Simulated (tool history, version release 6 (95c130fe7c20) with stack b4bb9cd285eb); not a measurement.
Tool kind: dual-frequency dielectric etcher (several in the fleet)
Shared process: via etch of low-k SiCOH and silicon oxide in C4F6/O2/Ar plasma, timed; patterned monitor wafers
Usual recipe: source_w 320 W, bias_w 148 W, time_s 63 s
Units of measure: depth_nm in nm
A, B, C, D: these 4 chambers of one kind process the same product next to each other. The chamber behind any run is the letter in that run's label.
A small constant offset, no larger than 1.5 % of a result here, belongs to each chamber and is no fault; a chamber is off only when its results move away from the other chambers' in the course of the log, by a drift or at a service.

run     day  source_w  bias_w  time_s  read-back reference wafer on the same gauge, depth_nm  depth_nm
 1B   0.321       320     148      63                                                 127.01     142.8
 2D   0.571       320     148      63                                                 127.03    140.73
 3C   0.946       320     148      63                                                 127.05    141.51
 4A   1.358       320     148      63                                                 127.12     143.6
 5C   1.767       320     148      63                                                  127.1    141.65
 6B   2.075       320     148      63                                                  127.1    143.08
 7A   2.279       250     133      63                                                  127.1    125.86
 8D   2.692       250     133      63                                                 127.12    123.26
 9A    3.05       250     133      63                                                 127.14    125.89
10D   3.383       250     133      63                                                 127.12    123.32
11C   3.796       320     148      63                                                 127.18     141.6
        3.9  -- chamber D: source power generator calibrated
12B     4.1       320     179      63                                                  127.2    151.88
13C   4.421       320     179      63                                                 127.23    150.63
14A   4.679       320     179      63                                                 127.23    152.31
15B   4.996       320     179      63                                                 127.25    152.06
      5.171  -- chamber A: wet clean of the chamber
16D   5.296       320     148      63                                                 127.22    140.58
17A     5.7       320     148      63                                                 127.25    143.76
18D   6.033       320     148      63                                                 127.24    140.77
19B   6.392       320     148      63                                                 127.28    143.11
20C   6.688       320     148      63                                                 127.27    141.85
      6.858  -- chamber B: wet clean of the chamber
21A     7.1       320     148      63                                                 127.33    143.85
22C   7.438       320     148      63                                                 127.33    142.04
23B   7.879       320     148      45                                                 127.39    102.35
24D    8.15       320     148      45                                                  127.4    100.47
25B   8.388       320     148      45                                                 127.34    102.28
26D   8.583       320     148      45                                                 127.45     100.7
27C   8.838       320     148      63                                                 127.42    142.28
28A   9.167       320     148      63                                                  127.4    144.06
29C   9.525       320     148      63                                                 127.42    142.08
30A   9.771       320     148      63                                                 127.45    144.52
31D  10.071       320     148      63                                                  127.5    140.92
32B  10.358       320     148      63                                                 127.47    143.23
33B  10.675       320     148      63                                                 127.52    143.02
34C  10.967       320     148      63                                                  127.5    142.04
35A  11.158       320     148      63                                                 127.51    144.34
36D  11.471       370     148      63                                                 127.57    149.24
37D  11.742       370     148      63                                                 127.57       149
38B  12.042       370     148      63                                                 127.57    151.82
39C  12.454       370     148      63                                                 127.59    150.31

Each of the 4 chambers runs these same settings next. Fill in every chamber's results:
40A  12.771       320     113      63                                                                ?
40B  12.771       320     113      63                                                                ?
40C  12.771       320     113      63                                                                ?
40D  12.771       320     113      63                                                                ?

run  depth_nm
40A    133.33
40B    132.27
40C    131.28
40D     130.4
